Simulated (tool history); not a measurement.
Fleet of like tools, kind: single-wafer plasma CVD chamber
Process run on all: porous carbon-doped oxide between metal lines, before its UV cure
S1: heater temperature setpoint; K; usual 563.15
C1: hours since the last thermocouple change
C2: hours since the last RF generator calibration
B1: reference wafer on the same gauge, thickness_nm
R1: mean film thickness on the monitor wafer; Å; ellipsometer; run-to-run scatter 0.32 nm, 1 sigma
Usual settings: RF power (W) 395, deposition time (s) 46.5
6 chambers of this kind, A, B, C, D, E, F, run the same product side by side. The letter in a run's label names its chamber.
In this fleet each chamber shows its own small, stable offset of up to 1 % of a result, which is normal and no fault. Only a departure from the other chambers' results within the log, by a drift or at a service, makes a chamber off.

run 1F hour=7.1 | S1=563.15 RF_power_(W)=395 deposition_time_(s)=46.5 | C1=168.6 C2=1647.5 | B1=184.90 | R1=2211.5
run 2A hour=14.4 | S1=563.15 RF_power_(W)=395 deposition_time_(s)=46.5 | C1=856.4 C2=1256.2 | B1=184.89 | R1=2233.3
-- hour=17.7 chamber D: RF generator calibrated
run 3D hour=20.5 | S1=563.15 RF_power_(W)=395 deposition_time_(s)=46.5 | C1=1460.4 C2=2.8 | B1=184.91 | R1=2200.0
run 4E hour=26.8 | S1=563.15 RF_power_(W)=395 deposition_time_(s)=46.5 | C1=937.8 C2=778.2 | B1=184.88 | R1=2226.1
run 5C hour=33.4 | S1=563.15 RF_power_(W)=395 deposition_time_(s)=46.5 | C1=409.0 C2=221.4 | B1=184.88 | R1=2198.6
run 6B hour=38.2 | S1=563.15 RF_power_(W)=395 deposition_time_(s)=46.5 | C1=1240.2 C2=237.4 | B1=184.86 | R1=2216.0
run 7B hour=44.9 | S1=563.15 RF_power_(W)=395 deposition_time_(s)=46.5 | C1=1246.9 C2=244.1 | B1=184.81 | R1=2215.9
run 8D hour=49.2 | S1=563.15 RF_power_(W)=395 deposition_time_(s)=46.5 | C1=1489.1 C2=31.5 | B1=184.72 | R1=2194.4
run 9F hour=55.3 | S1=563.15 RF_power_(W)=395 deposition_time_(s)=46.5 | C1=216.8 C2=1695.7 | B1=184.74 | R1=2201.5
run 10A hour=61.8 | S1=563.15 RF_power_(W)=395 deposition_time_(s)=46.5 | C1=903.8 C2=1303.6 | B1=184.69 | R1=2226.7
run 11E hour=67.8 | S1=563.15 RF_power_(W)=395 deposition_time_(s)=46.5 | C1=978.8 C2=819.2 | B1=184.74 | R1=2225.0
run 12C hour=75.1 | S1=563.15 RF_power_(W)=395 deposition_time_(s)=46.5 | C1=450.7 C2=263.1 | B1=184.66 | R1=2205.8
run 13C hour=80.0 | S1=563.15 RF_power_(W)=395 deposition_time_(s)=46.5 | C1=455.6 C2=268.0 | B1=184.65 | R1=2202.5
run 14B hour=86.5 | S1=563.15 RF_power_(W)=395 deposition_time_(s)=46.5 | C1=1288.5 C2=285.7 | B1=184.60 | R1=2218.3
run 15D hour=93.9 | S1=563.15 RF_power_(W)=395 deposition_time_(s)=46.5 | C1=1533.8 C2=76.2 | B1=184.52 | R1=2199.8
run 16F hour=99.5 | S1=563.15 RF_power_(W)=395 deposition_time_(s)=46.5 | C1=261.0 C2=1739.9 | B1=184.53 | R1=2205.5
run 17A hour=106.2 | S1=563.15 RF_power_(W)=395 deposition_time_(s)=46.5 | C1=948.2 C2=1348.0 | B1=184.48 | R1=2222.8
run 18E hour=110.5 | S1=563.15 RF_power_(W)=395 deposition_time_(s)=46.5 | C1=1021.5 C2=861.9 | B1=184.47 | R1=2218.9
run 19E hour=116.4 | S1=563.15 RF_power_(W)=395 deposition_time_(s)=46.5 | C1=1027.4 C2=867.8 | B1=184.46 | R1=2225.1
run 20B hour=122.2 | S1=563.15 RF_power_(W)=395 deposition_time_(s)=46.5 | C1=1324.2 C2=321.4 | B1=184.38 | R1=2210.2
run 21C hour=126.3 | S1=563.15 RF_power_(W)=395 deposition_time_(s)=46.5 | C1=501.9 C2=314.3 | B1=184.45 | R1=2203.6
run 22D hour=129.6 | S1=563.15 RF_power_(W)=395 deposition_time_(s)=46.5 | C1=1569.5 C2=111.9 | B1=184.35 | R1=2196.7
run 23A hour=136.6 | S1=563.15 RF_power_(W)=355 deposition_time_(s)=46.5 | C1=978.6 C2=1378.4 | B1=184.37 | R1=2044.3
run 24F hour=141.0 | S1=563.15 RF_power_(W)=355 deposition_time_(s)=46.5 | C1=302.5 C2=1781.4 | B1=184.36 | R1=2022.4
run 25C hour=144.5 | S1=563.15 RF_power_(W)=355 deposition_time_(s)=46.5 | C1=520.1 C2=332.5 | B1=184.34 | R1=2020.5
run 26E hour=150.2 | S1=563.15 RF_power_(W)=355 deposition_time_(s)=46.5 | C1=1061.2 C2=901.6 | B1=184.28 | R1=2041.5
run 27B hour=157.6 | S1=563.15 RF_power_(W)=355 deposition_time_(s)=46.5 | C1=1359.6 C2=356.8 | B1=184.26 | R1=2025.3
run 28A hour=162.6 | S1=563.15 RF_power_(W)=355 deposition_time_(s)=46.5 | C1=1004.6 C2=1404.4 | B1=184.18 | R1=2034.4
run 29D hour=167.3 | S1=563.15 RF_power_(W)=395 deposition_time_(s)=46.5 | C1=1607.2 C2=149.6 | B1=184.16 | R1=2194.2
run 30F hour=170.6 | S1=563.15 RF_power_(W)=395 deposition_time_(s)=46.5 | C1=332.1 C2=1811.0 | B1=184.18 | R1=2198.9
run 31A hour=175.8 | S1=551.15 RF_power_(W)=435 deposition_time_(s)=46.5 | C1=1017.8 C2=1417.6 | B1=184.14 | R1=2578.4
run 32F hour=179.4 | S1=551.15 RF_power_(W)=435 deposition_time_(s)=46.5 | C1=340.9 C2=1819.8 | B1=184.12 | R1=2559.5
run 33B hour=184.2 | S1=551.15 RF_power_(W)=435 deposition_time_(s)=46.5 | C1=1386.2 C2=383.4 | B1=184.07 | R1=2569.8
run 34E hour=190.8 | S1=551.15 RF_power_(W)=435 deposition_time_(s)=46.5 | C1=1101.8 C2=942.2 | B1=184.08 | R1=2575.8
run 35D hour=197.4 | S1=551.15 RF_power_(W)=435 deposition_time_(s)=46.5 | C1=1637.3 C2=179.7 | B1=184.08 | R1=2542.8
run 36C hour=201.9 | S1=551.15 RF_power_(W)=435 deposition_time_(s)=46.5 | C1=577.5 C2=389.9 | B1=184.02 | R1=2540.5
run 37E hour=207.8 | S1=563.15 RF_power_(W)=395 deposition_time_(s)=46.5 | C1=1118.8 C2=959.2 | B1=184.00 | R1=2224.4
run 38F hour=213.7 | S1=563.15 RF_power_(W)=395 deposition_time_(s)=46.5 | C1=375.2 C2=1854.1 | B1=184.07 | R1=2194.0
run 39A hour=219.4 | S1=570.15 RF_power_(W)=350 deposition_time_(s)=46.5 | C1=1061.4 C2=1461.2 | B1=183.99 | R1=1930.5
run 40C hour=225.3 | S1=570.15 RF_power_(W)=350 deposition_time_(s)=46.5 | C1=600.9 C2=413.3 | B1=183.92 | R1=1923.4

Which is it: a chamber that has drifted or been left off by a service, a gauge drift common to all chambers, or only each chamber's usual small offset? If a chamber is off, name it and its likeliest cause.

Gauge drift. The chambers move together only on paper, and none stands off.
Cause: gauge reads low (%) = 0.594.
